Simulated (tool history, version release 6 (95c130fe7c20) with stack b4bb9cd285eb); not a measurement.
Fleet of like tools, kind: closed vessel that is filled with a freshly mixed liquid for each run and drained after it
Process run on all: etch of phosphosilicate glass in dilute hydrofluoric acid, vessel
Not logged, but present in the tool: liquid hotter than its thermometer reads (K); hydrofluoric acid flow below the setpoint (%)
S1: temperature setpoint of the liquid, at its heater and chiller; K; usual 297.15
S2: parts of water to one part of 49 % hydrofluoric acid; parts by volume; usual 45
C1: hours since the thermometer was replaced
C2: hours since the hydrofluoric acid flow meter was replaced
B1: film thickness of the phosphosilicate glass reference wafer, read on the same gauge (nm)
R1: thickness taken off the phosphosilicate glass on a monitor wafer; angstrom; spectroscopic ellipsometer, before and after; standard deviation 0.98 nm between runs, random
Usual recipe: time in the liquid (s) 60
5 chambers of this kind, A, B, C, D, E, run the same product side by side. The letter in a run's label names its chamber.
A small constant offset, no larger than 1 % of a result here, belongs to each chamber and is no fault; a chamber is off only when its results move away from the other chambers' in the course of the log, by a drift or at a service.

{"run": "1D", "hour": 8.6, "S1": 297.15, "S2": 45, "time in the liquid (s)": 60, "C1": 408.8, "C2": 298.3, "B1": 130.06, "R1": 1210}
{"run": "2E", "hour": 14.5, "S1": 297.15, "S2": 45, "time in the liquid (s)": 60, "C1": 2258.6, "C2": 244.2, "B1": 130.01, "R1": 1203.2}
{"run": "3C", "hour": 22.8, "S1": 297.15, "S2": 45, "time in the liquid (s)": 60, "C1": 621.3, "C2": 646.5, "B1": 130, "R1": 1196.6}
{"run": "4B", "hour": 33.1, "S1": 297.15, "S2": 45, "time in the liquid (s)": 60, "C1": 1041, "C2": 205.3, "B1": 130.02, "R1": 1195.2}
{"run": "5A", "hour": 41.9, "S1": 297.15, "S2": 45, "time in the liquid (s)": 60, "C1": 66.9, "C2": 357.3, "B1": 130, "R1": 1174.3}
{"run": "6E", "hour": 52.5, "S1": 297.15, "S2": 45, "time in the liquid (s)": 60, "C1": 2296.6, "C2": 282.2, "B1": 130.01, "R1": 1199.1}
{"run": "7C", "hour": 60.8, "S1": 297.15, "S2": 45, "time in the liquid (s)": 60, "C1": 659.3, "C2": 684.5, "B1": 130.01, "R1": 1189.9}
{"run": "8B", "hour": 69.8, "S1": 297.15, "S2": 45, "time in the liquid (s)": 60, "C1": 1077.7, "C2": 242, "B1": 130.01, "R1": 1196.4}
{"run": "9D", "hour": 81.7, "S1": 297.15, "S2": 45, "time in the liquid (s)": 60, "C1": 481.9, "C2": 371.4, "B1": 129.99, "R1": 1188}
{"run": "10A", "hour": 93.9, "S1": 297.15, "S2": 45, "time in the liquid (s)": 60, "C1": 118.9, "C2": 409.3, "B1": 129.98, "R1": 1180.8}
{"run": "11B", "hour": 105.3, "S1": 297.15, "S2": 45, "time in the liquid (s)": 60, "C1": 1113.2, "C2": 277.5, "B1": 130, "R1": 1209.7}
{"run": "12A", "hour": 113.6, "S1": 297.15, "S2": 45, "time in the liquid (s)": 60, "C1": 138.6, "C2": 429, "B1": 129.98, "R1": 1185.3}
{"run": "13E", "hour": 124.2, "S1": 293.15, "S2": 45, "time in the liquid (s)": 60, "C1": 2368.3, "C2": 353.9, "B1": 130.02, "R1": 1018.4}
{"run": "14C", "hour": 131.0, "S1": 293.15, "S2": 45, "time in the liquid (s)": 60, "C1": 729.5, "C2": 754.7, "B1": 129.97, "R1": 1003}
{"run": "15D", "hour": 138.4, "S1": 293.15, "S2": 45, "time in the liquid (s)": 60, "C1": 538.6, "C2": 428.1, "B1": 130, "R1": 1013.3}
{"run": "16E", "hour": 145.5, "S1": 293.15, "S2": 45, "time in the liquid (s)": 60, "C1": 2389.6, "C2": 375.2, "B1": 130.06, "R1": 1008.5}
{"run": "17D", "hour": 156.0, "S1": 293.15, "S2": 45, "time in the liquid (s)": 60, "C1": 556.2, "C2": 445.7, "B1": 129.99, "R1": 1003.8}
{"run": "18C", "hour": 162.1, "S1": 297.15, "S2": 45, "time in the liquid (s)": 60, "C1": 760.6, "C2": 785.8, "B1": 130.02, "R1": 1182.3}
{"run": "19A", "hour": 169.4, "S1": 297.15, "S2": 45, "time in the liquid (s)": 60, "C1": 194.4, "C2": 484.8, "B1": 129.99, "R1": 1168.7}
{"run": "20B", "hour": 175.3, "S1": 297.15, "S2": 45, "time in the liquid (s)": 60, "C1": 1183.2, "C2": 347.5, "B1": 129.98, "R1": 1193.6}
{"run": "21A", "hour": 188.3, "S1": 297.15, "S2": 45, "time in the liquid (s)": 60, "C1": 213.3, "C2": 503.7, "B1": 129.99, "R1": 1185.3}
{"run": "22E", "hour": 196.5, "S1": 297.15, "S2": 45, "time in the liquid (s)": 60, "C1": 2440.6, "C2": 426.2, "B1": 129.99, "R1": 1191.1}
{"run": "23B", "hour": 204.8, "S1": 300.65, "S2": 45, "time in the liquid (s)": 60, "C1": 1212.7, "C2": 377, "B1": 129.99, "R1": 1386.6}
{"run": "24C", "hour": 212.2, "S1": 300.65, "S2": 45, "time in the liquid (s)": 60, "C1": 810.7, "C2": 835.9, "B1": 129.99, "R1": 1294.8}
{"run": "25D", "hour": 225.0, "S1": 300.65, "S2": 45, "time in the liquid (s)": 60, "C1": 625.2, "C2": 514.7, "B1": 129.97, "R1": 1384}
{"run": "26E", "hour": 235.8, "S1": 300.65, "S2": 45, "time in the liquid (s)": 60, "C1": 2479.9, "C2": 465.5, "B1": 130, "R1": 1367.8}
{"run": "27C", "hour": 247.7, "S1": 300.65, "S2": 45, "time in the liquid (s)": 60, "C1": 846.2, "C2": 871.4, "B1": 130.01, "R1": 1283.8}
{"run": "28A", "hour": 256.9, "S1": 294.65, "S2": 45, "time in the liquid (s)": 60, "C1": 281.9, "C2": 572.3, "B1": 130.01, "R1": 1089.4}
{"run": "29B", "hour": 264.5, "S1": 294.65, "S2": 45, "time in the liquid (s)": 60, "C1": 1272.4, "C2": 436.7, "B1": 130.05, "R1": 1074}
{"run": "30D", "hour": 275.5, "S1": 294.65, "S2": 45, "time in the liquid (s)": 60, "C1": 675.7, "C2": 565.2, "B1": 129.96, "R1": 1077.1}
{"run": "31C", "hour": 288.8, "S1": 294.65, "S2": 45, "time in the liquid (s)": 60, "C1": 887.3, "C2": 912.5, "B1": 129.99, "R1": 966.21}
{"run": "32B", "hour": 301.3, "S1": 294.65, "S2": 45, "time in the liquid (s)": 60, "C1": 1309.2, "C2": 473.5, "B1": 130.02, "R1": 1079.1}
{"run": "33D", "hour": 312.3, "S1": 297.15, "S2": 45, "time in the liquid (s)": 60, "C1": 712.5, "C2": 602, "B1": 129.99, "R1": 1198.2}

All 5 chambers run these settings next. Forecast each chamber's results:
{"run": "34A", "hour": 321.9, "S1": 297.15, "S2": 65, "time in the liquid (s)": 60, "R1": "?"}
{"run": "34B", "hour": 321.9, "S1": 297.15, "S2": 65, "time in the liquid (s)": 60, "R1": "?"}
{"run": "34C", "hour": 321.9, "S1": 297.15, "S2": 65, "time in the liquid (s)": 60, "R1": "?"}
{"run": "34D", "hour": 321.9, "S1": 297.15, "S2": 65, "time in the liquid (s)": 60, "R1": "?"}
{"run": "34E", "hour": 321.9, "S1": 297.15, "S2": 65, "time in the liquid (s)": 60, "R1": "?"}

run=34A R1=805.67
run=34B R1=814.77
run=34C R1=720.66
run=34D R1=808.61
run=34E R1=817.21

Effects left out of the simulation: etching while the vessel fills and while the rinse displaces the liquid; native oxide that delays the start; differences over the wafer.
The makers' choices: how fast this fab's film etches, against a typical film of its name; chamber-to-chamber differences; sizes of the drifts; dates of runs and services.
